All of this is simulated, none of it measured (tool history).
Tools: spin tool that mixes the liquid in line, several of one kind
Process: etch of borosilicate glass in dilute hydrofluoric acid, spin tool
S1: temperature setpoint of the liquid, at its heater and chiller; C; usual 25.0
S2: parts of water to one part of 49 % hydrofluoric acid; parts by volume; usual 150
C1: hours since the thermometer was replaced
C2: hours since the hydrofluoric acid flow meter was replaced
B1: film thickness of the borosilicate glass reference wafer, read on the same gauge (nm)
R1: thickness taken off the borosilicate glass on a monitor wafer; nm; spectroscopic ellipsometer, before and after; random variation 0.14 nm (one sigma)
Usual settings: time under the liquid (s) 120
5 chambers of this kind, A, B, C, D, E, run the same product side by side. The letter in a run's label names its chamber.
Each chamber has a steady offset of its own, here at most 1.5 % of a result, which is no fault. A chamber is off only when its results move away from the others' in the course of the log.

{"run": "1A", "day": 0.258, "S1": 25.0, "S2": 150, "time under the liquid (s)": 120, "C1": 397.4, "C2": 564.3, "B1": 50.004, "R1": 20.602}
{"run": "2D", "day": 0.55, "S1": 25.0, "S2": 150, "time under the liquid (s)": 120, "C1": 2065.3, "C2": 1606.5, "B1": 50.034, "R1": 20.638}
{"run": "3C", "day": 0.817, "S1": 25.0, "S2": 150, "time under the liquid (s)": 120, "C1": 324.4, "C2": 262.0, "B1": 49.999, "R1": 20.654}
{"run": "4B", "day": 1.329, "S1": 25.0, "S2": 150, "time under the liquid (s)": 120, "C1": 1318.1, "C2": 506.3, "B1": 50.02, "R1": 20.869}
{"run": "5E", "day": 1.838, "S1": 25.0, "S2": 150, "time under the liquid (s)": 120, "C1": 717.4, "C2": 433.7, "B1": 49.956, "R1": 20.624}
{"run": "6B", "day": 2.304, "S1": 25.0, "S2": 200, "time under the liquid (s)": 120, "C1": 1341.5, "C2": 529.7, "B1": 49.976, "R1": 14.567}
{"run": "7D", "day": 2.825, "S1": 25.0, "S2": 200, "time under the liquid (s)": 120, "C1": 2119.9, "C2": 1661.1, "B1": 50.008, "R1": 14.661}
{"run": "8A", "day": 3.121, "S1": 25.0, "S2": 200, "time under the liquid (s)": 120, "C1": 466.1, "C2": 633.0, "B1": 50.012, "R1": 14.966}
{"run": "9C", "day": 3.667, "S1": 25.0, "S2": 200, "time under the liquid (s)": 120, "C1": 392.8, "C2": 330.4, "B1": 50.019, "R1": 14.425}
{"run": "10E", "day": 4.154, "S1": 25.0, "S2": 200, "time under the liquid (s)": 120, "C1": 773.0, "C2": 489.3, "B1": 50.005, "R1": 14.757}
{"run": "11A", "day": 4.692, "S1": 25.0, "S2": 150, "time under the liquid (s)": 120, "C1": 503.8, "C2": 670.7, "B1": 50.038, "R1": 20.838}
{"run": "12C", "day": 4.967, "S1": 25.0, "S2": 150, "time under the liquid (s)": 120, "C1": 424.0, "C2": 361.6, "B1": 50.001, "R1": 20.334}
{"run": "13D", "day": 5.438, "S1": 25.0, "S2": 150, "time under the liquid (s)": 120, "C1": 2182.6, "C2": 1723.8, "B1": 49.969, "R1": 20.965}
{"run": "14E", "day": 5.9, "S1": 25.0, "S2": 125, "time under the liquid (s)": 120, "C1": 814.9, "C2": 531.2, "B1": 49.997, "R1": 25.381}
{"run": "15B", "day": 6.283, "S1": 25.0, "S2": 125, "time under the liquid (s)": 120, "C1": 1437.0, "C2": 625.2, "B1": 49.962, "R1": 25.62}
{"run": "16C", "day": 6.529, "S1": 25.0, "S2": 125, "time under the liquid (s)": 120, "C1": 461.5, "C2": 399.1, "B1": 50.012, "R1": 25.406}
{"run": "17D", "day": 6.912, "S1": 25.0, "S2": 125, "time under the liquid (s)": 120, "C1": 2218.0, "C2": 1759.2, "B1": 49.984, "R1": 26.003}
{"run": "18E", "day": 7.3, "S1": 25.0, "S2": 125, "time under the liquid (s)": 120, "C1": 848.5, "C2": 564.8, "B1": 50.014, "R1": 25.592}
{"run": "19A", "day": 7.7, "S1": 25.0, "S2": 150, "time under the liquid (s)": 120, "C1": 576.0, "C2": 742.9, "B1": 49.988, "R1": 20.844}
{"run": "20B", "day": 8.138, "S1": 25.0, "S2": 150, "time under the liquid (s)": 120, "C1": 1481.5, "C2": 669.7, "B1": 50.011, "R1": 20.752}
{"run": "21B", "day": 8.6, "S1": 25.0, "S2": 150, "time under the liquid (s)": 120, "C1": 1492.6, "C2": 680.8, "B1": 49.99, "R1": 20.949}
{"run": "22D", "day": 9.129, "S1": 25.0, "S2": 150, "time under the liquid (s)": 120, "C1": 2271.2, "C2": 1812.4, "B1": 49.982, "R1": 21.157}
{"run": "23C", "day": 9.646, "S1": 28.0, "S2": 150, "time under the liquid (s)": 60, "C1": 536.3, "C2": 473.9, "B1": 50.019, "R1": 11.374}
{"run": "24E", "day": 9.892, "S1": 28.0, "S2": 150, "time under the liquid (s)": 60, "C1": 910.7, "C2": 627.0, "B1": 50.009, "R1": 11.671}
{"run": "25A", "day": 10.392, "S1": 28.0, "S2": 150, "time under the liquid (s)": 60, "C1": 640.6, "C2": 807.5, "B1": 49.969, "R1": 11.347}
{"run": "26C", "day": 10.767, "S1": 28.0, "S2": 150, "time under the liquid (s)": 60, "C1": 563.2, "C2": 500.8, "B1": 49.969, "R1": 11.539}
{"run": "27A", "day": 11.183, "S1": 28.0, "S2": 150, "time under the liquid (s)": 60, "C1": 659.6, "C2": 826.5, "B1": 49.997, "R1": 11.378}
{"day": 11.504, "done": "chamber D: hydrofluoric acid flow meter replaced"}
{"run": "28B", "day": 11.629, "S1": 25.0, "S2": 150, "time under the liquid (s)": 120, "C1": 1565.3, "C2": 753.5, "B1": 49.996, "R1": 20.765}
{"day": 11.917, "done": "chamber C: hydrofluoric acid flow meter replaced"}
{"run": "29E", "day": 11.95, "S1": 25.0, "S2": 150, "time under the liquid (s)": 120, "C1": 960.1, "C2": 676.4, "B1": 50.004, "R1": 20.555}
{"day": 11.979, "done": "chamber C: thermometer replaced"}
{"run": "30D", "day": 12.225, "S1": 20.5, "S2": 150, "time under the liquid (s)": 120, "C1": 2345.5, "C2": 17.4, "B1": 50.025, "R1": 17.556}
{"run": "31C", "day": 12.625, "S1": 20.5, "S2": 150, "time under the liquid (s)": 120, "C1": 15.6, "C2": 17.1, "B1": 50.002, "R1": 17.258}
{"run": "32A", "day": 13.004, "S1": 20.5, "S2": 150, "time under the liquid (s)": 120, "C1": 703.3, "C2": 870.2, "B1": 50.008, "R1": 16.772}
{"run": "33D", "day": 13.433, "S1": 20.5, "S2": 150, "time under the liquid (s)": 120, "C1": 2374.5, "C2": 46.4, "B1": 49.992, "R1": 17.663}
{"day": 13.442, "done": "chamber B: hydrofluoric acid flow meter replaced"}
{"run": "34E", "day": 13.938, "S1": 20.5, "S2": 150, "time under the liquid (s)": 120, "C1": 1007.8, "C2": 724.1, "B1": 50.012, "R1": 17.386}
{"run": "35B", "day": 14.383, "S1": 25.0, "S2": 150, "time under the liquid (s)": 120, "C1": 1631.4, "C2": 22.6, "B1": 49.982, "R1": 20.865}
{"run": "36B", "day": 14.671, "S1": 25.0, "S2": 150, "time under the liquid (s)": 120, "C1": 1638.3, "C2": 29.5, "B1": 50.016, "R1": 20.931}
{"run": "37E", "day": 14.958, "S1": 25.0, "S2": 150, "time under the liquid (s)": 120, "C1": 1032.3, "C2": 748.6, "B1": 49.99, "R1": 20.835}
{"run": "38C", "day": 15.321, "S1": 25.0, "S2": 150, "time under the liquid (s)": 120, "C1": 80.3, "C2": 81.8, "B1": 49.976, "R1": 20.431}
{"run": "39A", "day": 15.588, "S1": 25.0, "S2": 150, "time under the liquid (s)": 120, "C1": 765.3, "C2": 932.2, "B1": 49.975, "R1": 19.648}
{"run": "40D", "day": 16.046, "S1": 25.0, "S2": 150, "time under the liquid (s)": 120, "C1": 2437.2, "C2": 109.1, "B1": 49.985, "R1": 21.043}
{"run": "41C", "day": 16.367, "S1": 25.0, "S2": 150, "time under the liquid (s)": 120, "C1": 105.4, "C2": 106.9, "B1": 50.007, "R1": 20.561}

What goes on in this fleet: one chamber off, a drifting gauge, or nothing beyond the chambers' own small offsets? Name the chamber and the cause, if any.

Chamber A drifts away from the others.
Cause: hydrofluoric acid flow below the setpoint (%) = 4.67.
The log may not tell that from: liquid colder than its thermometer reads (K).

Here are 4 candidates for chamber A's next run, each the usual settings with a change, their results left as question marks. Which one brings its results back in line with what the others give on the usual settings?
In line means no further than this from the other chambers' mean on the usual settings: R1 0.480 nm
{"run": "42A-1", "day": 16.762, "S1": 27.5, "S2": 150, "time under the liquid (s)": 120, "R1": "?"}
{"run": "42A-2", "day": 16.762, "S1": 23.5, "S2": 150, "time under the liquid (s)": 120, "R1": "?"}
{"run": "42A-3", "day": 16.762, "S1": 24.5, "S2": 160, "time under the liquid (s)": 120, "R1": "?"}
{"run": "42A-4", "day": 16.762, "S1": 26.5, "S2": 150, "time under the liquid (s)": 120, "R1": "?"}

The other chambers' mean on the usual settings: R1 20.761 nm
run=42A-1 R1=21.476
run=42A-2 R1=18.488
run=42A-3 R1=17.811
run=42A-4 R1=20.698
42A-4 brings the chamber back in line.

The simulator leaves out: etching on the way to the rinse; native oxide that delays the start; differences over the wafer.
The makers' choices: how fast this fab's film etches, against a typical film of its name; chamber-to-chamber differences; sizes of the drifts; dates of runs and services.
